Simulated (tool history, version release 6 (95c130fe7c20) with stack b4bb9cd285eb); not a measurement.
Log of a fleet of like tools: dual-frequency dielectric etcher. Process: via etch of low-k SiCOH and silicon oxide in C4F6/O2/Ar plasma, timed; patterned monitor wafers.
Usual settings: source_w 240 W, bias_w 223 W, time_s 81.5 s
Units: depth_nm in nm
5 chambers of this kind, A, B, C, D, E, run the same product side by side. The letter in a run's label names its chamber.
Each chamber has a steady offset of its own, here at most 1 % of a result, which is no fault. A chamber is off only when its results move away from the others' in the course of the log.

run	hour	source_w	bias_w	time_s	hours since the last wet clean	hours since the last source power generator calibration	hours since the last bias power generator calibration	read-back reference wafer on the same gauge, depth_nm	depth_nm
1B	8.1	240	223	81.5	22.8	468.3	464.9	201.89	202.44
2D	17.7	240	223	81.5	71	1859.8	1455.6	201.99	199.22
3E	33.3	240	223	81.5	136.5	407.1	641	202	200.2
4A	45	240	223	81.5	108.9	849.2	312	201.91	199.33
5C	60.4	240	223	81.5	84.6	582.9	733.8	201.93	202.99
6D	75.3	240	223	81.5	128.6	1917.4	1513.2	202.03	200.65
7A	85.6	240	223	81.5	149.5	889.8	352.6	201.95	199.32
8C	94.4	240	223	81.5	118.6	616.9	767.8	201.95	203.77
9B	109.5	200	223	81.5	124.2	569.7	566.3	202	188.94
10E	120.5	200	223	81.5	223.7	494.3	728.2	202.17	186.71
11E	130.3	200	223	81.5	233.5	504.1	738	202.09	186.28
12C	142	200	223	81.5	166.2	664.5	815.4	202.07	188.75
13D	151.4	200	223	81.5	204.7	1993.5	1589.3	201.88	185.96
14B	162.5	240	223	81.5	177.2	622.7	619.3	202.05	202.44
15A	170.1	240	223	81.5	234	974.3	437.1	202.08	198.83
16A	185.3	240	223	81.5	249.2	989.5	452.3	201.96	197.84
17C	200.8	240	223	81.5	225	723.3	874.2	202.03	202.31
18E	208.6	240	223	81.5	311.8	582.4	816.3	201.89	200.06
19D	216.1	240	223	81.5	269.4	2058.2	1654	202.06	200.35
20B	231.3	240	260	81.5	246	691.5	688.1	202.01	212.29
# hour 237.7: chamber E: wet clean of the chamber
21A	243.3	240	260	81.5	307.2	1047.5	510.3	201.99	209.3
22E	252.6	240	260	81.5	15	626.4	860.3	202	209.68
23B	263.3	240	260	81.5	278	723.5	720.1	202.09	213.5
24C	278.8	240	260	81.5	303	801.3	952.2	201.94	213.15
25D	289.3	240	223	81.5	342.6	2131.4	1727.2	202.07	198.38
26B	300.3	290	223	81.5	315	760.5	757.1	201.95	219.21
27C	309.7	290	223	81.5	333.9	832.2	983.1	202.01	217.35
28A	317.3	290	223	81.5	381.2	1121.5	584.3	202.14	211.61
29E	328.2	290	223	81.5	90.6	702	935.9	201.93	214.97
30D	339.2	290	223	81.5	392.5	2181.3	1777.1	201.93	214.47
31B	354.1	240	223	81.5	368.8	814.3	810.9	202	202.4
# hour 358: chamber D: wet clean of the chamber
32E	366	280	223	81.5	128.4	739.8	973.7	201.83	211.46
33A	376.4	280	223	81.5	440.3	1180.6	643.4	201.89	207.66
# hour 388.7: chamber C: wet clean of the chamber
34D	389	280	223	81.5	31	2231.1	1826.9	202.18	213.12
35C	402.7	280	223	81.5	14	925.2	1076.1	201.83	214.33
36A	416.6	280	223	81.5	480.5	1220.8	683.6	201.88	206.85
37B	423.9	240	223	81.5	438.6	884.1	880.7	202.03	201.03

Next, every chamber runs the same settings. What will each give?
38A	435.5	260	223	81.5					?
38B	435.5	260	223	81.5					?
38C	435.5	260	223	81.5					?
38D	435.5	260	223	81.5					?
38E	435.5	260	223	81.5					?

run	depth_nm
38A	199.25
38B	208.12
38C	207.98
38D	204.41
38E	206.43
